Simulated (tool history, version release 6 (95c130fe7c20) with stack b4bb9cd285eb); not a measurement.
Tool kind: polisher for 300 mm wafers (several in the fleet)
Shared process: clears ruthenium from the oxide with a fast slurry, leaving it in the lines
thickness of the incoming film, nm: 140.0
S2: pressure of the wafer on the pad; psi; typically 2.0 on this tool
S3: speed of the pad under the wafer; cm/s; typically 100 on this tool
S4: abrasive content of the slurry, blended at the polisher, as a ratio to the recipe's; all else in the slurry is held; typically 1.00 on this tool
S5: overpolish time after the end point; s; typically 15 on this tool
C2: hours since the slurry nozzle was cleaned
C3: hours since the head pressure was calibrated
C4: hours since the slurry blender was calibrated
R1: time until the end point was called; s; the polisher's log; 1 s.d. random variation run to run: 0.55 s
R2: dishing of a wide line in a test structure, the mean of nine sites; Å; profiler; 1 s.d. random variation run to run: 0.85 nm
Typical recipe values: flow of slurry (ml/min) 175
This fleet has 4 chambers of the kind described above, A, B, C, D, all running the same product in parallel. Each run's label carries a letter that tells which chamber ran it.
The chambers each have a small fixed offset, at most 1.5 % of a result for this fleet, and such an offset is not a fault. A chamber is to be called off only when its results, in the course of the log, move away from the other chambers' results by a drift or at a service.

{"hour": 3.5, "done": "chamber B: worn pad replaced by a new one"}
{"run": "1D", "hour": 5.4, "flow of slurry (ml/min)": 175, "S2": 2.0, "S3": 100, "S4": 1.0, "S5": 15, "wafers polished on this pad": 478, "C2": 566.9, "C3": 41.0, "C4": 380.4, "R1": 39.393, "R2": 438.92}
{"run": "2B", "hour": 11.4, "flow of slurry (ml/min)": 175, "S2": 2.0, "S3": 100, "S4": 1.0, "S5": 15, "wafers polished on this pad": 68, "C2": 383.0, "C3": 217.8, "C4": 311.7, "R1": 40.181, "R2": 439.08}
{"hour": 12.0, "done": "chamber A: worn pad replaced by a new one"}
{"run": "3A", "hour": 17.6, "flow of slurry (ml/min)": 175, "S2": 2.0, "S3": 100, "S4": 1.0, "S5": 15, "wafers polished on this pad": 48, "C2": 152.9, "C3": 494.1, "C4": 182.1, "R1": 39.088, "R2": 438.03}
{"run": "4C", "hour": 20.7, "flow of slurry (ml/min)": 175, "S2": 2.0, "S3": 100, "S4": 1.0, "S5": 15, "wafers polished on this pad": 530, "C2": 717.5, "C3": 119.0, "C4": 81.4, "R1": 40.151, "R2": 427.65}
{"run": "5B", "hour": 24.3, "flow of slurry (ml/min)": 175, "S2": 2.0, "S3": 72, "S4": 1.15, "S5": 15, "wafers polished on this pad": 178, "C2": 395.9, "C3": 230.7, "C4": 324.6, "R1": 51.036, "R2": 344.15}
{"run": "6C", "hour": 27.4, "flow of slurry (ml/min)": 175, "S2": 2.0, "S3": 72, "S4": 1.15, "S5": 15, "wafers polished on this pad": 587, "C2": 724.2, "C3": 125.7, "C4": 88.1, "R1": 53.172, "R2": 341.62}
{"run": "7D", "hour": 33.5, "flow of slurry (ml/min)": 175, "S2": 2.0, "S3": 72, "S4": 1.15, "S5": 15, "wafers polished on this pad": 718, "C2": 595.0, "C3": 69.1, "C4": 408.5, "R1": 52.052, "R2": 353.62}
{"run": "8A", "hour": 36.8, "flow of slurry (ml/min)": 175, "S2": 2.0, "S3": 72, "S4": 1.15, "S5": 15, "wafers polished on this pad": 212, "C2": 172.1, "C3": 513.3, "C4": 201.3, "R1": 52.098, "R2": 358.48}
{"run": "9B", "hour": 39.9, "flow of slurry (ml/min)": 175, "S2": 2.0, "S3": 100, "S4": 1.0, "S5": 15, "wafers polished on this pad": 312, "C2": 411.5, "C3": 246.3, "C4": 340.2, "R1": 40.78, "R2": 427.38}
{"hour": 41.7, "done": "chamber D: slurry blender recalibrated"}
{"run": "10C", "hour": 44.7, "flow of slurry (ml/min)": 175, "S2": 2.0, "S3": 100, "S4": 1.0, "S5": 15, "wafers polished on this pad": 735, "C2": 741.5, "C3": 143.0, "C4": 105.4, "R1": 40.147, "R2": 434.11}
{"run": "11D", "hour": 49.5, "flow of slurry (ml/min)": 175, "S2": 2.0, "S3": 100, "S4": 1.0, "S5": 15, "wafers polished on this pad": 855, "C2": 611.0, "C3": 85.1, "C4": 7.9, "R1": 40.312, "R2": 448.87}
{"run": "12A", "hour": 53.9, "flow of slurry (ml/min)": 220, "S2": 1.4, "S3": 100, "S4": 1.0, "S5": 15, "wafers polished on this pad": 359, "C2": 189.2, "C3": 530.4, "C4": 218.4, "R1": 53.369, "R2": 331.16}
{"run": "13B", "hour": 58.5, "flow of slurry (ml/min)": 220, "S2": 1.4, "S3": 100, "S4": 1.0, "S5": 15, "wafers polished on this pad": 471, "C2": 430.1, "C3": 264.9, "C4": 358.8, "R1": 55.272, "R2": 327.81}
{"run": "14C", "hour": 61.9, "flow of slurry (ml/min)": 220, "S2": 1.4, "S3": 100, "S4": 1.0, "S5": 15, "wafers polished on this pad": 882, "C2": 758.7, "C3": 160.2, "C4": 122.6, "R1": 54.898, "R2": 328.91}
{"run": "15A", "hour": 67.3, "flow of slurry (ml/min)": 220, "S2": 1.4, "S3": 100, "S4": 1.0, "S5": 15, "wafers polished on this pad": 473, "C2": 202.6, "C3": 543.8, "C4": 231.8, "R1": 55.222, "R2": 331.01}
{"run": "16D", "hour": 72.9, "flow of slurry (ml/min)": 175, "S2": 2.0, "S3": 100, "S4": 1.0, "S5": 15, "wafers polished on this pad": 1055, "C2": 634.4, "C3": 108.5, "C4": 31.3, "R1": 40.033, "R2": 432.54}
{"hour": 76.2, "done": "chamber C: worn pad replaced by a new one"}
{"run": "17C", "hour": 76.5, "flow of slurry (ml/min)": 175, "S2": 2.0, "S3": 100, "S4": 1.0, "S5": 15, "wafers polished on this pad": 2, "C2": 773.3, "C3": 174.8, "C4": 137.2, "R1": 38.629, "R2": 436.61}
{"hour": 77.3, "done": "chamber B: worn pad replaced by a new one"}
{"hour": 79.5, "done": "chamber B: slurry blender recalibrated"}
{"run": "18A", "hour": 82.5, "flow of slurry (ml/min)": 175, "S2": 2.5, "S3": 100, "S4": 1.0, "S5": 15, "wafers polished on this pad": 603, "C2": 217.8, "C3": 559.0, "C4": 247.0, "R1": 31.605, "R2": 564.2}
{"run": "19B", "hour": 85.9, "flow of slurry (ml/min)": 175, "S2": 2.5, "S3": 100, "S4": 1.0, "S5": 15, "wafers polished on this pad": 74, "C2": 457.5, "C3": 292.3, "C4": 6.5, "R1": 31.591, "R2": 524.59}
{"run": "20D", "hour": 89.6, "flow of slurry (ml/min)": 175, "S2": 2.5, "S3": 100, "S4": 1.0, "S5": 15, "wafers polished on this pad": 1198, "C2": 651.1, "C3": 125.2, "C4": 48.0, "R1": 32.139, "R2": 543.19}
{"hour": 92.4, "done": "chamber D: worn pad replaced by a new one"}
{"run": "21A", "hour": 93.6, "flow of slurry (ml/min)": 175, "S2": 2.5, "S3": 100, "S4": 1.0, "S5": 15, "wafers polished on this pad": 698, "C2": 228.9, "C3": 570.1, "C4": 258.1, "R1": 31.57, "R2": 533.44}
{"run": "22B", "hour": 97.5, "flow of slurry (ml/min)": 175, "S2": 2.0, "S3": 100, "S4": 1.0, "S5": 15, "wafers polished on this pad": 173, "C2": 469.1, "C3": 303.9, "C4": 18.1, "R1": 39.162, "R2": 442.58}
{"hour": 98.8, "done": "chamber C: slurry nozzle cleaned"}
{"run": "23D", "hour": 100.7, "flow of slurry (ml/min)": 175, "S2": 2.0, "S3": 100, "S4": 1.0, "S5": 15, "wafers polished on this pad": 71, "C2": 662.2, "C3": 136.3, "C4": 59.1, "R1": 39.544, "R2": 437.74}
{"run": "24C", "hour": 105.4, "flow of slurry (ml/min)": 175, "S2": 2.0, "S3": 100, "S4": 1.0, "S5": 15, "wafers polished on this pad": 249, "C2": 6.6, "C3": 203.7, "C4": 166.1, "R1": 39.166, "R2": 434.19}
{"run": "25C", "hour": 108.7, "flow of slurry (ml/min)": 175, "S2": 2.0, "S3": 100, "S4": 1.0, "S5": 15, "wafers polished on this pad": 278, "C2": 9.9, "C3": 207.0, "C4": 169.4, "R1": 39.56, "R2": 442.82}
{"hour": 114.3, "done": "chamber C: slurry blender recalibrated"}
{"run": "26B", "hour": 114.3, "flow of slurry (ml/min)": 175, "S2": 2.0, "S3": 100, "S4": 1.0, "S5": 12, "wafers polished on this pad": 316, "C2": 485.9, "C3": 320.7, "C4": 34.9, "R1": 40.535, "R2": 342.63}
{"run": "27A", "hour": 120.6, "flow of slurry (ml/min)": 175, "S2": 2.0, "S3": 100, "S4": 1.0, "S5": 12, "wafers polished on this pad": 929, "C2": 255.9, "C3": 597.1, "C4": 285.1, "R1": 39.634, "R2": 356.75}
{"run": "28D", "hour": 126.6, "flow of slurry (ml/min)": 175, "S2": 2.0, "S3": 100, "S4": 1.0, "S5": 12, "wafers polished on this pad": 293, "C2": 688.1, "C3": 162.2, "C4": 85.0, "R1": 40.256, "R2": 357.63}
{"hour": 130.8, "done": "chamber A: slurry blender recalibrated"}
{"run": "29D", "hour": 131.0, "flow of slurry (ml/min)": 175, "S2": 2.0, "S3": 100, "S4": 1.0, "S5": 12, "wafers polished on this pad": 330, "C2": 692.5, "C3": 166.6, "C4": 89.4, "R1": 40.254, "R2": 359.52}
{"hour": 135.6, "done": "chamber B: worn pad replaced by a new one"}
{"run": "30A", "hour": 137.0, "flow of slurry (ml/min)": 175, "S2": 2.0, "S3": 100, "S4": 1.0, "S5": 15, "wafers polished on this pad": 1069, "C2": 272.3, "C3": 613.5, "C4": 6.3, "R1": 38.567, "R2": 437.3}
{"run": "31B", "hour": 142.7, "flow of slurry (ml/min)": 175, "S2": 2.0, "S3": 100, "S4": 1.0, "S5": 15, "wafers polished on this pad": 61, "C2": 514.3, "C3": 349.1, "C4": 63.3, "R1": 40.02, "R2": 435.67}
{"run": "32C", "hour": 147.0, "flow of slurry (ml/min)": 175, "S2": 2.0, "S3": 100, "S4": 1.0, "S5": 15, "wafers polished on this pad": 605, "C2": 48.2, "C3": 245.3, "C4": 32.8, "R1": 40.058, "R2": 447.1}
{"hour": 152.6, "done": "chamber A: worn pad replaced by a new one"}
{"run": "33A", "hour": 153.2, "flow of slurry (ml/min)": 175, "S2": 2.0, "S3": 100, "S4": 1.0, "S5": 15, "wafers polished on this pad": 5, "C2": 288.5, "C3": 629.7, "C4": 22.5, "R1": 38.812, "R2": 444.17}
{"run": "34D", "hour": 157.7, "flow of slurry (ml/min)": 175, "S2": 2.0, "S3": 100, "S4": 1.0, "S5": 15, "wafers polished on this pad": 559, "C2": 719.2, "C3": 193.3, "C4": 116.1, "R1": 39.13, "R2": 451.42}
{"run": "35C", "hour": 161.5, "flow of slurry (ml/min)": 175, "S2": 2.0, "S3": 100, "S4": 1.0, "S5": 15, "wafers polished on this pad": 729, "C2": 62.7, "C3": 259.8, "C4": 47.3, "R1": 39.922, "R2": 433.31}

All chambers now run identical settings, listed one chamber a line with results as question marks. What results will each chamber show?
{"run": "36A", "hour": 166.3, "flow of slurry (ml/min)": 175, "S2": 2.0, "S3": 100, "S4": 1.0, "S5": 15, "R1": "?", "R2": "?"}
{"run": "36B", "hour": 166.3, "flow of slurry (ml/min)": 175, "S2": 2.0, "S3": 100, "S4": 1.0, "S5": 15, "R1": "?", "R2": "?"}
{"run": "36C", "hour": 166.3, "flow of slurry (ml/min)": 175, "S2": 2.0, "S3": 100, "S4": 1.0, "S5": 15, "R1": "?", "R2": "?"}
{"run": "36D", "hour": 166.3, "flow of slurry (ml/min)": 175, "S2": 2.0, "S3": 100, "S4": 1.0, "S5": 15, "R1": "?", "R2": "?"}

run=36A R1=39.898 R2=438.02
run=36B R1=40.455 R2=426.98
run=36C R1=40.150 R2=436.54
run=36D R1=40.086 R2=447.63
